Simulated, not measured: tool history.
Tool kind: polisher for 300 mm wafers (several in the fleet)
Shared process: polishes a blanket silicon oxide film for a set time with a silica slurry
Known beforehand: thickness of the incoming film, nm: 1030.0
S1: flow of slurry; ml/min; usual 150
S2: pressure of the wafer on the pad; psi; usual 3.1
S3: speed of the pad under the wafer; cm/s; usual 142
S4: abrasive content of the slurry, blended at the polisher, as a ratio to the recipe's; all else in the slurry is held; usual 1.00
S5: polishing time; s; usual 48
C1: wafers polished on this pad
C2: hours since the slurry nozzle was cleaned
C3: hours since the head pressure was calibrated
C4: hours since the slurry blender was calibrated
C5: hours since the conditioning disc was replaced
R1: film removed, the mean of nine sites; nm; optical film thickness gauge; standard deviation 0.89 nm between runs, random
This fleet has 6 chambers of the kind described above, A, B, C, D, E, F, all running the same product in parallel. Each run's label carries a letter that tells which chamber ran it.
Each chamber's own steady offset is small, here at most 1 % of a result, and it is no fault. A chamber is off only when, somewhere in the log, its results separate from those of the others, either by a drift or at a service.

run	hour	S1	S2	S3	S4	S5	C1	C2	C3	C4	C5	R1
# hour 4.7: chamber F: worn pad replaced by a new one
# hour 8.8: chamber C: worn pad replaced by a new one
# hour 11.2: chamber B: head pressure recalibrated
1F	14.1	150	3.1	142	1.00	48	87	160.9	1268.6	81.5	321.2	147.07
2D	26.6	150	3.1	142	1.00	48	465	599.1	120.8	131.4	139.9	147.18
# hour 26.7: chamber D: conditioning disc replaced and pad reconditioned
3C	33.5	150	3.1	142	1.00	48	230	413.6	347.0	426.1	164.2	148.88
# hour 36.5: chamber F: conditioning disc replaced and pad reconditioned
4E	47.4	150	3.1	142	1.00	48	446	716.4	376.0	106.7	292.0	144.82
# hour 49.3: chamber A: worn pad replaced by a new one
# hour 52.6: chamber E: slurry nozzle cleaned
5B	54.1	150	3.1	142	1.00	48	734	336.4	42.9	258.0	254.5	144.10
6A	62.1	150	3.1	142	1.00	48	119	442.4	766.6	311.0	484.6	146.41
# hour 62.5: chamber B: worn pad replaced by a new one
# hour 62.6: chamber C: slurry blender recalibrated
# hour 74.0: chamber F: slurry blender recalibrated
7E	75.8	150	3.1	142	1.00	48	710	23.2	404.4	135.1	320.4	144.25
# hour 83.6: chamber E: worn pad replaced by a new one
8F	85.9	150	3.1	142	1.00	48	754	232.7	1340.4	11.9	49.4	146.96
# hour 91.9: chamber D: slurry blender recalibrated
# hour 92.3: chamber D: worn pad replaced by a new one
9D	92.5	150	3.1	142	1.00	48	2	665.0	186.7	0.6	65.8	145.88
# hour 94.1: chamber A: slurry blender recalibrated
# hour 94.4: chamber F: worn pad replaced by a new one
10B	98.6	150	3.1	184	1.00	48	335	380.9	87.4	302.5	299.0	177.81
# hour 100.0: chamber E: conditioning disc replaced and pad reconditioned
11A	108.5	150	3.1	184	1.00	48	550	488.8	813.0	14.4	531.0	182.69
# hour 120.3: chamber E: slurry blender recalibrated
12C	122.6	150	3.1	184	1.00	48	1057	502.7	436.1	60.1	253.3	180.26
# hour 125.6: chamber C: worn pad replaced by a new one
# hour 129.1: chamber A: conditioning disc replaced and pad reconditioned
13F	134.7	150	3.1	184	1.00	48	374	281.5	1389.2	60.7	98.2	181.66
# hour 138.8: chamber C: slurry nozzle cleaned
# hour 139.0: chamber B: worn pad replaced by a new one
14E	143.9	150	3.1	184	1.00	48	560	91.3	472.5	23.6	44.0	181.81
# hour 147.0: chamber D: conditioning disc replaced and pad reconditioned
15D	153.5	150	3.1	184	1.00	48	568	726.0	247.7	61.6	6.6	180.69
16C	163.4	150	3.1	142	1.00	48	351	24.7	476.9	100.9	294.1	145.73
# hour 163.9: chamber A: worn pad replaced by a new one
17A	172.5	150	3.1	142	1.00	48	80	552.8	877.0	78.4	43.4	148.24
# hour 172.8: chamber E: worn pad replaced by a new one
# hour 173.7: chamber B: slurry blender recalibrated
18B	181.7	150	3.1	142	1.00	48	396	464.0	170.5	8.1	382.1	144.57
# hour 183.9: chamber F: worn pad replaced by a new one
19D	189.0	150	3.1	142	1.00	48	898	761.5	283.2	97.1	42.1	146.21
20A	201.6	150	3.1	142	1.00	48	350	581.9	906.1	107.5	72.5	147.94
21E	208.9	150	3.1	142	1.00	48	336	156.3	537.5	88.6	109.0	146.94
# hour 215.3: chamber D: slurry nozzle cleaned
# hour 218.2: chamber D: worn pad replaced by a new one
# hour 221.1: chamber B: worn pad replaced by a new one
22F	221.5	150	3.1	142	1.00	48	349	368.3	1476.0	147.5	185.0	148.84
23C	232.0	150	3.1	142	1.00	48	988	93.3	545.5	169.5	362.7	143.32
24B	240.4	150	3.1	142	1.00	48	179	522.7	229.2	66.8	440.8	145.35
# hour 244.6: chamber F: slurry blender recalibrated
# hour 247.1: chamber F: slurry nozzle cleaned
# hour 252.8: chamber E: worn pad replaced by a new one
25E	254.0	150	3.1	142	1.00	48	11	201.4	582.6	133.7	154.1	147.36
# hour 257.1: chamber C: conditioning disc replaced and pad reconditioned
# hour 262.7: chamber F: worn pad replaced by a new one
26F	264.0	150	3.1	142	1.00	48	12	17.0	1518.5	19.5	227.5	147.25
# hour 268.0: chamber C: worn pad replaced by a new one
27D	270.3	150	3.1	142	1.00	48	484	55.1	364.5	178.4	123.4	145.47
# hour 280.6: chamber A: worn pad replaced by a new one
28B	282.4	150	3.1	142	1.00	48	569	564.7	271.2	108.8	482.8	146.35
# hour 286.4: chamber D: slurry blender recalibrated
29A	292.0	150	4.2	142	1.15	48	106	672.3	996.5	197.9	162.9	210.96
30C	299.5	150	4.2	142	1.15	48	293	160.8	613.0	237.0	42.4	204.93
# hour 301.5: chamber B: worn pad replaced by a new one
# hour 301.7: chamber D: conditioning disc replaced and pad reconditioned
31E	309.3	150	4.2	142	1.15	48	525	256.7	637.9	189.0	209.4	210.42
# hour 310.8: chamber B: head pressure recalibrated
# hour 312.6: chamber F: head pressure recalibrated
# hour 320.5: chamber E: slurry blender recalibrated
32A	322.2	150	4.2	142	1.15	48	386	702.5	1026.7	228.1	193.1	212.42
# hour 322.6: chamber B: conditioning disc replaced and pad reconditioned
33B	333.9	150	4.2	142	1.15	48	301	616.2	23.1	160.3	11.4	209.46
# hour 338.2: chamber F: worn pad replaced by a new one
# hour 340.6: chamber D: worn pad replaced by a new one
34D	348.0	150	4.2	142	1.15	48	68	132.8	442.2	61.7	46.3	212.11
# hour 352.1: chamber E: worn pad replaced by a new one
35C	355.6	150	3.1	142	1.00	48	814	216.9	669.1	293.1	98.5	140.01
36F	367.2	150	3.1	142	1.00	48	270	120.2	54.7	122.7	330.7	147.06
37D	379.2	150	3.1	142	1.00	48	358	164.0	473.4	92.9	77.5	146.57
38E	391.6	150	3.1	142	1.00	48	366	339.0	720.2	71.1	291.7	148.68

Next, all 6 chambers run the settings below, one line each with question marks for the results. What does each chamber give?
39A	401.8	150	3.1	142	1.00	55						?
39B	401.8	150	3.1	142	1.00	55						?
39C	401.8	150	3.1	142	1.00	55						?
39D	401.8	150	3.1	142	1.00	55						?
39E	401.8	150	3.1	142	1.00	55						?
39F	401.8	150	3.1	142	1.00	55						?

run	R1
39A	169.04
39B	167.05
39C	160.00
39D	167.44
39E	169.01
39F	167.35
